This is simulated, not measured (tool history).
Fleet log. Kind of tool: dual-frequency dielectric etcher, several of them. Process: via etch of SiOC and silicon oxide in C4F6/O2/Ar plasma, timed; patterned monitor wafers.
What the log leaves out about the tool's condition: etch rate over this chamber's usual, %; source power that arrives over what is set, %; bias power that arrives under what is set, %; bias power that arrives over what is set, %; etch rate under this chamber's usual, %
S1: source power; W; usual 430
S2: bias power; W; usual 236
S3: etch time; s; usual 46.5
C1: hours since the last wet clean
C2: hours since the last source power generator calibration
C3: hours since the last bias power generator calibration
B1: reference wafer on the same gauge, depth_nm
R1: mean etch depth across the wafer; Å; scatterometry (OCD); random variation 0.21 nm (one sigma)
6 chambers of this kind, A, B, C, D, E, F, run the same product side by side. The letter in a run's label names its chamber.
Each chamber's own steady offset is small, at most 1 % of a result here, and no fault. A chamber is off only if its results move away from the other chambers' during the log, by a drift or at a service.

run	day	S1	S2	S3	C1	C2	C3	B1	R1
1C	0.212	430	236	46.5	238.6	1731.1	2565.3	68.693	590.22
2F	0.433	430	236	46.5	340.8	3701	1742.6	68.71	594.17
3B	0.567	430	236	46.5	290.4	1921.6	1243.7	68.672	594.37
4A	0.704	430	236	46.5	469.9	2357.3	629.8	68.715	591.89
5E	0.854	430	236	46.5	184.4	1457.8	2080.9	68.736	580.59
6D	1.071	430	236	46.5	309	1707.9	4708.7	68.723	586.05
7B	1.267	430	236	46.5	307.2	1938.4	1260.5	68.729	593.5
8C	1.421	430	236	46.5	267.6	1760.1	2594.3	68.673	588.15
9D	1.538	430	236	46.5	320.2	1719.1	4719.9	68.751	589.99
10A	1.696	430	236	46.5	493.7	2381.1	653.6	68.621	591.61
11F	1.833	430	236	46.5	374.4	3734.6	1776.2	68.682	593.14
12E	1.967	430	236	46.5	211.1	1484.5	2107.6	68.715	588
13C	2.183	430	236	46.5	285.9	1778.4	2612.6	68.77	582.31
14D	2.288	430	236	46.5	338.2	1737.1	4737.9	68.716	591.06
15A	2.438	430	236	46.5	511.5	2398.9	671.4	68.683	591.03
16F	2.55	430	236	46.5	391.6	3751.8	1793.4	68.714	591.85
17B	2.675	430	236	46.5	341	1972.2	1294.3	68.646	591.43
18E	2.838	430	236	46.5	232	1505.4	2128.5	68.691	584.06
19D	3.05	430	236	46.5	356.5	1755.4	4756.2	68.686	586.14
20A	3.217	430	236	46.5	530.2	2417.6	690.1	68.76	595.23
# day 3.258: chamber B: wet clean of the chamber
21E	3.396	430	236	46.5	245.4	1518.8	2141.9	68.7	587.7
22C	3.504	430	236	46.5	317.6	1810.1	2644.3	68.708	575.99
# day 3.583: chamber A: wet clean of the chamber
23F	3.708	430	236	46.5	419.4	3779.6	1821.2	68.66	590.47
24B	3.892	430	236	46.5	15.3	2001.4	1323.5	68.731	596.55
25E	4.033	430	288	46.5	260.7	1534.1	2157.2	68.69	627.63
# day 4.238: chamber F: wet clean of the chamber
26D	4.254	430	288	46.5	385.4	1784.3	4785.1	68.736	631.17
27C	4.383	430	288	46.5	338.7	1831.2	2665.4	68.729	612.39
28F	4.512	430	288	46.5	6.7	3798.9	1840.5	68.651	636.05
29A	4.621	430	288	46.5	25	2451.3	723.8	68.722	631.27
30B	4.75	430	288	46.5	35.9	2022	1344.1	68.689	638.09
31F	4.958	430	236	46.5	17.4	3809.6	1851.2	68.685	592.51
32A	5.067	430	280	55.5	35.7	2462	734.5	68.75	751.24
33D	5.271	430	280	55.5	409.8	1808.7	4809.5	68.682	750.13
34C	5.425	430	280	55.5	363.7	1856.2	2690.4	68.711	720.02
35E	5.621	430	280	55.5	298.8	1572.2	2195.3	68.707	736.92
36B	5.754	430	280	55.5	60	2046.1	1368.2	68.711	755.9
37D	5.946	430	280	55.5	426	1824.9	4825.7	68.745	741.82
38A	6.058	430	236	54	59.5	2485.8	758.3	68.676	686.79
39F	6.175	430	236	54	46.6	3838.8	1880.4	68.745	687.55

Is one chamber out of step, is the gauge drifting, or do the chambers differ by no more than their own small offsets? For an off chamber, give its letter and the likeliest cause.

It is chamber C that slowly wanders off from its peers.
Most likely cause: etch rate under this chamber's usual, % = 3.75.

Here are 4 candidates for chamber C's next run, each the usual settings with a change, their results left as question marks. Which one brings its results back in line with what the others give on the usual settings?
To be in line, a result may differ from the other chambers' mean on the usual settings by at most: R1 7.3 Å
40C-1	6.338	430	207	46.5					?
40C-2	6.338	430	238	48.5					?
40C-3	6.338	430	237	47.5					?
40C-4	6.338	430	235	45.5					?

The mean the other chambers reach with the usual settings: R1 590.58 Å
run	R1
40C-1	542.2
40C-2	592.69
40C-3	579.64
40C-4	553.64
40C-2 puts the chamber back in line with the other chambers.

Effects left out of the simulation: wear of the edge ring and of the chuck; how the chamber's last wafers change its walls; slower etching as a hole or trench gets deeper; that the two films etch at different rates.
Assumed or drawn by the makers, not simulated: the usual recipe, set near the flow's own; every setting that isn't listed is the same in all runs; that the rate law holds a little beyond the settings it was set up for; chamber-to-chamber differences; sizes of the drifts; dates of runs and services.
